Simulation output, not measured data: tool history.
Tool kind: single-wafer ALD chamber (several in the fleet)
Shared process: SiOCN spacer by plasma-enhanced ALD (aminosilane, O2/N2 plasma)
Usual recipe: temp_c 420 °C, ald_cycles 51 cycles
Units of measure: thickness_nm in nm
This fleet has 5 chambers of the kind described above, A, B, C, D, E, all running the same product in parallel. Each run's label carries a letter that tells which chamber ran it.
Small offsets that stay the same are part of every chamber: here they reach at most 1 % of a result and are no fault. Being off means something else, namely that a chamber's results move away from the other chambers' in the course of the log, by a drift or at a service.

run,day,temp_c,ald_cycles,"read-back reference wafer on the same gauge, thickness_nm",thickness_nm
1E,0.388,420,51,3.2804,2.894
2B,0.783,420,51,3.2807,2.8891
3C,0.992,420,51,3.2813,2.8965
4D,1.267,420,51,3.2806,2.9263
5A,1.5,420,51,3.2814,2.9156
6D,1.762,420,51,3.2813,2.9213
7C,2.004,420,51,3.2822,2.8954
8E,2.462,420,51,3.283,2.896
9A,2.858,428,43,3.2823,2.3931
10B,3.175,428,43,3.2838,2.3765
11D,3.458,428,43,3.2838,2.4011
12E,3.738,428,43,3.2843,2.3836
13C,3.971,428,43,3.2848,2.3747
14A,4.288,420,51,3.285,2.921
15B,4.75,420,51,3.2855,2.8908
16A,5.058,420,51,3.2858,2.9236
17C,5.421,420,51,3.2864,2.893
18E,5.829,420,51,3.2866,2.9023
19D,6.121,420,51,3.2863,2.9302
20B,6.442,420,51,3.2882,2.8962
21A,6.725,420,51,3.2875,2.9166
22E,6.946,420,51,3.2875,2.9011
23D,7.167,420,51,3.2887,2.9252
24B,7.479,420,51,3.288,2.9021
25C,7.729,420,51,3.2882,2.8974
26B,7.962,420,51,3.2893,2.8945
27D,8.379,420,51,3.2896,2.9293
28C,8.833,420,41,3.291,2.3374
29A,9.167,420,41,3.2904,2.3473
30E,9.475,420,41,3.2898,2.3301
31E,9.925,420,41,3.2913,2.3369
32C,10.221,420,41,3.2929,2.336
33D,10.688,420,51,3.2928,2.9296
34A,10.946,420,51,3.2938,2.9252
35B,11.412,420,57,3.2929,3.2338
36D,11.85,420,57,3.2937,3.2781
37B,12.158,420,57,3.2949,3.2386
38C,12.562,420,57,3.2957,3.245
39E,12.975,420,57,3.2955,3.2463

Which is it: a chamber that has drifted or been left off by a service, a gauge drift common to all chambers, or only each chamber's usual small offset? If a chamber is off, name it and its likeliest cause.

Gauge drift. The chambers move together only on paper, and none stands off.
What lies behind it: gauge reads high (%) = 0.482.
